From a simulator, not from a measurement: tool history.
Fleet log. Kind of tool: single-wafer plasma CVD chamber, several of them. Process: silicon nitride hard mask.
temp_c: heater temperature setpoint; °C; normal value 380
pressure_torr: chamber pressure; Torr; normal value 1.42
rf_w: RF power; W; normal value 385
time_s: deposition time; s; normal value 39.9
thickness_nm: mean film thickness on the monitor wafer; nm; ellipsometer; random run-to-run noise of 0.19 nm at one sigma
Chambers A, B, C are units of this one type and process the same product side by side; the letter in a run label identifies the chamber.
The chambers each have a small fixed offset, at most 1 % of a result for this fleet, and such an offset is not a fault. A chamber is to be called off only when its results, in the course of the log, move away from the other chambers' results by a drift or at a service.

run,hour,temp_c,pressure_torr,rf_w,time_s,hours since the last thermocouple change,hours since the last RF generator calibration,hours since the last manometer calibration,"read-back reference wafer on the same gauge, thickness_nm",thickness_nm
1C,4.1,380,1.42,385,39.9,1317.4,1249.2,1624.7,55.211,52.408
2B,8.4,380,1.42,385,39.9,1391.4,706.8,1503.9,55.148,53.288
3A,14.1,380,1.42,385,39.9,254.2,561.5,482.5,55.236,52.321
4C,19.1,380,1.42,385,39.9,1332.4,1264.2,1639.7,55.204,52.063
5A,21.8,380,1.42,385,39.9,261.9,569.2,490.2,55.238,52.488
6B,24.5,380,1.42,385,39.9,1407.5,722.9,1520,55.154,52.888
7A,27.3,380,1.42,385,39.9,267.4,574.7,495.7,55.225,52.308
8B,30.1,380,1.42,385,39.9,1413.1,728.5,1525.6,55.199,52.921
9C,34.9,380,1.42,385,39.9,1348.2,1280,1655.5,55.145,52.412
10A,40.9,369,1.42,385,35,281,588.3,509.3,55.198,46.207
11C,46.3,369,1.42,385,35,1359.6,1291.4,1666.9,55.195,45.798
12B,50,369,1.42,385,35,1433,748.4,1545.5,55.176,46.313
13A,55.3,380,1.42,385,39.9,295.4,602.7,523.7,55.163,52.069
14B,61,380,1.42,385,39.9,1444,759.4,1556.5,55.239,52.659
15C,65.5,380,1.42,385,39.9,1378.8,1310.6,1686.1,55.13,52.05
16A,69.7,380,1.42,385,39.9,309.8,617.1,538.1,55.181,52.504
17C,75.3,370,1.42,385,39.9,1388.6,1320.4,1695.9,55.182,52.342
# hour 75.9: chamber B: capacitance manometer re-zeroed and calibrated
18B,79.8,370,1.42,385,39.9,1462.8,778.2,3.9,55.254,53.084
19C,84.2,370,1.42,385,39.9,1397.5,1329.3,1704.8,55.171,52.434
20A,88.3,380,1.42,385,39.9,328.4,635.7,556.7,55.19,52.542
21B,93.4,380,1.42,385,39.9,1476.4,791.8,17.5,55.183,52.973
22C,97.2,380,1.42,385,39.9,1410.5,1342.3,1717.8,55.215,52.498
23B,101.1,380,1.42,385,39.9,1484.1,799.5,25.2,55.209,52.737
24A,104.2,380,1.42,385,39.9,344.3,651.6,572.6,55.189,52.445
25B,110.2,380,1.42,385,39.9,1493.2,808.6,34.3,55.163,52.988
26A,114.4,380,1.42,385,39.9,354.5,661.8,582.8,55.197,52.191
27C,119.3,380,1.42,385,44.9,1432.6,1364.4,1739.9,55.205,59.058
28A,122.4,380,1.42,385,44.9,362.5,669.8,590.8,55.174,59.139
29B,127.6,380,1.42,385,44.9,1510.6,826,51.7,55.197,59.879
30C,131.6,380,1.42,385,39.9,1444.9,1376.7,1752.2,55.232,52.522
31C,135.2,380,1.42,385,39.9,1448.5,1380.3,1755.8,55.166,52.157
32B,137.9,380,1.42,385,39.9,1520.9,836.3,62,55.245,52.848
33A,140.9,391,1.42,385,42.9,381,688.3,609.3,55.199,56.041
34A,143.9,391,1.42,385,42.9,384,691.3,612.3,55.24,55.98
35C,148.4,391,1.42,385,42.9,1461.7,1393.5,1769,55.195,56.331
36B,154,380,1.42,385,39.9,1537,852.4,78.1,55.22,52.876
37C,159.8,380,1.42,385,39.9,1473.1,1404.9,1780.4,55.135,52.496
38B,162.8,380,1.42,385,39.9,1545.8,861.2,86.9,55.152,52.908
39A,168.9,380,1.42,385,39.9,409,716.3,637.3,55.226,52.219
40C,172.6,380,1.42,385,39.9,1485.9,1417.7,1793.2,55.253,52.127
41B,176.2,380,1.42,420,39.9,1559.2,874.6,100.3,55.193,55.554
42A,180.7,380,1.42,420,39.9,420.8,728.1,649.1,55.188,55.213
43A,184.7,380,1.42,420,39.9,424.8,732.1,653.1,55.213,55.21
44B,189.4,380,1.42,385,39.9,1572.4,887.8,113.5,55.185,52.499

Next, all 3 chambers run the settings below, one line each with question marks for the results. What does each chamber give?
45A,193.7,395,1.42,385,39.9,,,,,?
45B,193.7,395,1.42,385,39.9,,,,,?
45C,193.7,395,1.42,385,39.9,,,,,?

run,thickness_nm
45A,52.179
45B,52.393
45C,51.75
